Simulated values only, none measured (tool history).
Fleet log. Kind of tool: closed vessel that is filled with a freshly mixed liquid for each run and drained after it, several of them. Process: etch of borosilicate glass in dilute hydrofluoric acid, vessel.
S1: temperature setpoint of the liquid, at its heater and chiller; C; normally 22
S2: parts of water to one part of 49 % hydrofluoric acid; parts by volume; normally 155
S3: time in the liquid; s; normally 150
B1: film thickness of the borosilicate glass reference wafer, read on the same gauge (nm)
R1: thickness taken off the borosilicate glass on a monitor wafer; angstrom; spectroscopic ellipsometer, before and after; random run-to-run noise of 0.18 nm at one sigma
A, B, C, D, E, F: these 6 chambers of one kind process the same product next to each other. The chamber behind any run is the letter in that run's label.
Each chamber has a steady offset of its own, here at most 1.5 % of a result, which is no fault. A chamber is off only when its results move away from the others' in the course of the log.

Run 1B, hour 4.6: usual settings; B1 60.007. Result: R1 259.91 angstrom.
Run 2D, hour 8.1: usual settings; B1 60.011. Result: R1 261.93 angstrom.
Run 3E, hour 14.4: usual settings; B1 60.007. Result: R1 259.56 angstrom.
Run 4F, hour 20.3: usual settings; B1 59.971. Result: R1 265.53 angstrom.
Run 5A, hour 24.3: usual settings; B1 59.99. Result: R1 261.17 angstrom.
Run 6C, hour 30.3: usual settings; B1 59.992. Result: R1 258.11 angstrom.
Run 7B, hour 35.5: usual settings; B1 60.004. Result: R1 257.97 angstrom.
Run 8A, hour 42.1: usual settings; B1 59.999. Result: R1 258.68 angstrom.
At hour 44.7: chamber F: thermometer replaced.
Run 9D, hour 46.6: usual settings; B1 59.988. Result: R1 263.61 angstrom.
Run 10E, hour 50: usual settings but S3 95 s; B1 59.964. Result: R1 168.19 angstrom.
Run 11F, hour 55.5: usual settings but S3 95 s; B1 59.99. Result: R1 167.53 angstrom.
Run 12C, hour 61: usual settings but S3 95 s; B1 60.041. Result: R1 162.59 angstrom.
Run 13C, hour 67.2: usual settings but S3 95 s; B1 60.012. Result: R1 162.76 angstrom.
Run 14D, hour 70.6: usual settings but S3 95 s; B1 60.02. Result: R1 165.59 angstrom.
Run 15A, hour 77.5: usual settings but S3 95 s; B1 60.011. Result: R1 165.39 angstrom.
Run 16B, hour 81.8: usual settings; B1 59.997. Result: R1 263.08 angstrom.
Run 17E, hour 87.3: usual settings but S3 205 s; B1 59.992. Result: R1 361.6 angstrom.
Run 18F, hour 94: usual settings but S3 205 s; B1 60.026. Result: R1 358.65 angstrom.
Run 19D, hour 100.7: usual settings but S3 205 s; B1 60.011. Result: R1 356.35 angstrom.
Run 20A, hour 106.1: usual settings but S3 205 s; B1 59.984. Result: R1 354.63 angstrom.
Run 21E, hour 109.4: usual settings but S3 205 s; B1 60.002. Result: R1 367.03 angstrom.
Run 22C, hour 115.2: usual settings but S3 205 s; B1 59.969. Result: R1 351.12 angstrom.
Run 23B, hour 121.1: usual settings; B1 59.951. Result: R1 260.43 angstrom.
Run 24F, hour 125.2: usual settings; B1 59.965. Result: R1 263.4 angstrom.
Run 25D, hour 128.2: usual settings; B1 60.018. Result: R1 265.88 angstrom.
Run 26A, hour 134.5: usual settings; B1 59.985. Result: R1 257.78 angstrom.
Run 27C, hour 141.5: usual settings; B1 60.028. Result: R1 258.96 angstrom.
Run 28B, hour 148.4: usual settings; B1 60.005. Result: R1 262.51 angstrom.
Run 29F, hour 154.6: usual settings; B1 59.985. Result: R1 264.29 angstrom.
Run 30E, hour 161: usual settings; B1 59.996. Result: R1 275.39 angstrom.
Run 31F, hour 164.3: usual settings; B1 60.046. Result: R1 264.45 angstrom.
Run 32C, hour 168.8: usual settings; B1 59.996. Result: R1 257.82 angstrom.
Run 33B, hour 174.3: usual settings; B1 60.007. Result: R1 258.66 angstrom.
Run 34E, hour 179: usual settings; B1 59.971. Result: R1 277.18 angstrom.
Run 35A, hour 183.5: usual settings; B1 59.969. Result: R1 261.63 angstrom.
Run 36D, hour 187.1: usual settings; B1 60.042. Result: R1 259.47 angstrom.
Run 37C, hour 193.2: usual settings; B1 59.987. Result: R1 258.53 angstrom.
Run 38F, hour 199.6: usual settings but S2 200 parts by volume; B1 60.016. Result: R1 193.5 angstrom.
Run 39E, hour 203.7: usual settings but S2 200 parts by volume; B1 60.014. Result: R1 203.55 angstrom.
Run 40D, hour 207.5: usual settings but S2 200 parts by volume; B1 60.002. Result: R1 194.9 angstrom.
At hour 211.2: chamber B: hydrofluoric acid flow meter replaced.
Run 41B, hour 211.4: usual settings but S2 200 parts by volume; B1 59.994. Result: R1 193.53 angstrom.
Run 42A, hour 215.8: usual settings but S2 200 parts by volume; B1 59.977. Result: R1 193.09 angstrom.
Run 43A, hour 221.6: usual settings but S2 200 parts by volume; B1 60.027. Result: R1 193.47 angstrom.

All 6 chambers run these settings next. Forecast each chamber's results:
Run 44A, hour 226.6: usual settings. Result: R1 ?.
Run 44B, hour 226.6: usual settings. Result: R1 ?.
Run 44C, hour 226.6: usual settings. Result: R1 ?.
Run 44D, hour 226.6: usual settings. Result: R1 ?.
Run 44E, hour 226.6: usual settings. Result: R1 ?.
Run 44F, hour 226.6: usual settings. Result: R1 ?.

run      R1
44A  258.78
44B  258.86
44C  258.79
44D   261.3
44E  282.76
44F   264.8
